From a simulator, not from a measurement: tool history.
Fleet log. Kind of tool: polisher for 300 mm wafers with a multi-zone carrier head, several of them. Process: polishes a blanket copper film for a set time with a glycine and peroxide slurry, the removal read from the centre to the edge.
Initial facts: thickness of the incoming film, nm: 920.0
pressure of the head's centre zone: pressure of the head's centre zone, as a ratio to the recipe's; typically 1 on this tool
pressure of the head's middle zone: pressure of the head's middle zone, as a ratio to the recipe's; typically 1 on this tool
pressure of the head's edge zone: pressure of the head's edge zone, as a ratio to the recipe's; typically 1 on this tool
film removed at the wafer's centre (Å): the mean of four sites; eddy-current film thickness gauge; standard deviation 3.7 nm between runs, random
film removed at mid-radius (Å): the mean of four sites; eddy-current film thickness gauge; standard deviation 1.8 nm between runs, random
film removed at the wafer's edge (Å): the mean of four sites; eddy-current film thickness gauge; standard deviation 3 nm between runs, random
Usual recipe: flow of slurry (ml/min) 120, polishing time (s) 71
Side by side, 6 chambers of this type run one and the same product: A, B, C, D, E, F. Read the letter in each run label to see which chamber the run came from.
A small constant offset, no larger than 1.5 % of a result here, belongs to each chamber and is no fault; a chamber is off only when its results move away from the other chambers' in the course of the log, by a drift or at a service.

run   hour  flow of slurry (ml/min)  pressure of the head's centre zone  pressure of the head's middle zone  pressure of the head's edge zone  polishing time (s)  film removed at the wafer's centre (Å)  film removed at mid-radius (Å)  film removed at the wafer's edge (Å)
       2.2  -- chamber B: edge zone pressure recalibrated
 1F    5.9                      120                                   1                                   1                                 1                  71                                  2953.1                          2874.5                                2886.4
      10.7  -- chamber D: worn pad replaced by a new one
 2A     13                      120                                   1                                   1                                 1                  71                                  2938.5                          2881.5                                2908.7
      13.1  -- chamber F: worn pad replaced by a new one
 3D   21.5                      120                                   1                                   1                                 1                  71                                  2919.3                          2874.8                                2856.5
 4B   27.4                      120                                   1                                   1                                 1                  71                                  2894.7                          2889.9                                2956.3
 5E     34                      120                                   1                                   1                                 1                  71                                    2935                          2921.6                                2865.6
      40.6  -- chamber C: edge zone pressure recalibrated
 6C   42.4                      120                                   1                                   1                                 1                  71                                  2881.2                          2879.4                                2895.4
      47.7  -- chamber C: worn pad replaced by a new one
 7F   47.9                      120                                   1                                   1                                 1                  71                                  2950.7                          2897.9                                2972.7
 8A   55.7                      120                                   1                                   1                                 1                  71                                  2874.8                          2871.3                                2899.3
      56.4  -- chamber A: worn pad replaced by a new one
 9D   63.4                      120                                   1                                   1                                 1                  71                                  2952.5                          2880.9                                2901.2
      67.9  -- chamber B: worn pad replaced by a new one
10E   69.7                      120                                   1                                 1.1                                 1                  71                                    2803                          3157.7                                2909.8
      70.2  -- chamber E: worn pad replaced by a new one
      76.9  -- chamber F: worn pad replaced by a new one
11C   81.5                      120                                   1                                 1.1                                 1                  71                                  2948.9                          3151.1                                2884.2
12B     93                      120                                   1                                 1.1                                 1                  71                                  2903.2                          3217.8                                2963.2
13D  103.9                      120                                   1                                 1.1                                 1                  71                                  2909.1                          3136.2                                2856.6
14A  116.1                      120                                   1                                 1.1                                 1                  71                                    2884                          3157.3                                  2938
     117.1  -- chamber E: edge zone pressure recalibrated
15B  122.7                      120                                   1                                 1.1                                 1                  71                                  2879.6                          3177.6                                2917.8
     124.2  -- chamber D: worn pad replaced by a new one
16F  133.4                      120                                   1                                   1                                 1                  71                                  2958.2                          2892.5                                  2954
17C  141.3                      120                                   1                                   1                                 1                  71                                  2827.8                            2864                                2847.4
     141.4  -- chamber F: worn pad replaced by a new one
     142.8  -- chamber B: worn pad replaced by a new one
     145.7  -- chamber B: centre zone pressure recalibrated
18E    147                      120                                   1                                   1                                 1                  71                                  2857.7                          2902.3                                2945.6
     153.9  -- chamber A: worn pad replaced by a new one
19D  155.6                      120                                   1                                   1                                 1                  71                                  2875.7                          2878.2                                2914.1
     161.7  -- chamber A: centre zone pressure recalibrated
     162.3  -- chamber C: worn pad replaced by a new one
20C    165                      120                                   1                                   1                                 1                  71                                  2812.1                          2888.7                                  2816
21A  173.7                      120                                   1                                   1                                 1                  71                                    2912                          2902.1                                2948.3
22B  184.1                      120                                   1                                   1                                 1                  71                                  2928.5                          2909.5                                2974.4
23E  193.6                      120                                   1                                   1                                 1                  71                                    2878                          2898.4                                2868.6
     194.3  -- chamber E: worn pad replaced by a new one
       195  -- chamber F: worn pad replaced by a new one
24F    202                      120                                   1                                   1                                 1                  71                                  2926.4                          2878.3                                2879.6
25E  210.7                      120                                   1                                   1                                 1                  71                                  2856.8                          2910.2                                2891.4
     212.1  -- chamber B: slurry nozzle cleaned
26B  217.1                      120                                   1                                   1                                 1                  71                                  2883.2                          2920.6                                2915.2
27F  225.4                      120                                   1                                   1                                 1                  71                                  2979.6                          2884.6                                2905.4
       226  -- chamber C: centre zone pressure recalibrated
     227.9  -- chamber B: worn pad replaced by a new one
28C  231.7                      120                                   1                                   1                                 1                  71                                  2749.9                            2776                                2755.1
29A  240.7                      120                                   1                                   1                                 1                  71                                  2903.9                          2871.7                                2935.6
     251.2  -- chamber A: worn pad replaced by a new one
     252.1  -- chamber F: edge zone pressure recalibrated
30D  252.9                      120                                   1                                   1                               1.1                  71                                  2940.8                          2876.4                                3092.4
       263  -- chamber D: worn pad replaced by a new one
     264.1  -- chamber F: worn pad replaced by a new one
31D  264.7                      120                                   1                                   1                               1.1                  71                                  2929.3                          2873.4                                3038.5
32F  277.3                      120                                   1                                   1                               1.1                  71                                    2831                          2889.4                                3020.2
33B  283.9                      120                                   1                                   1                               1.1                  71                                  2931.7                          2910.1                                3123.5
34E  291.8                      120                                   1                                   1                               1.1                  71                                  2953.3                          2896.5                                3021.1
     298.3  -- chamber C: worn pad replaced by a new one
35A  300.3                      120                                   1                                   1                               1.1                  71                                  2910.1                          2919.9                                3083.3
36C  307.1                      120                                   1                                   1                                 1                  71                                    2695                          2716.9                                2730.9
37F  315.4                      120                                   1                                   1                                 1                  71                                  2952.8                          2887.5                                2883.6

The same settings go to every chamber for the next run, one line per chamber below. Forecast the results for each:
38A  324.5                      120                                   1                                   1                                 1                  71                                       ?                               ?                                     ?
38B  324.5                      120                                   1                                   1                                 1                  71                                       ?                               ?                                     ?
38C  324.5                      120                                   1                                   1                                 1                  71                                       ?                               ?                                     ?
38D  324.5                      120                                   1                                   1                                 1                  71                                       ?                               ?                                     ?
38E  324.5                      120                                   1                                   1                                 1                  71                                       ?                               ?                                     ?
38F  324.5                      120                                   1                                   1                                 1                  71                                       ?                               ?                                     ?

run  film removed at the wafer's centre (Å)  film removed at mid-radius (Å)  film removed at the wafer's edge (Å)
38A                                  2907.4                          2883.3                                2892.7
38B                                  2936.8                          2932.5                                2921.2
38C                                  2666.5                          2676.8                                2735.6
38D                                  2913.4                          2875.5                                2948.6
38E                                  2841.9                          2903.8                                2931.7
38F                                  2979.5                          2906.2                                2921.7

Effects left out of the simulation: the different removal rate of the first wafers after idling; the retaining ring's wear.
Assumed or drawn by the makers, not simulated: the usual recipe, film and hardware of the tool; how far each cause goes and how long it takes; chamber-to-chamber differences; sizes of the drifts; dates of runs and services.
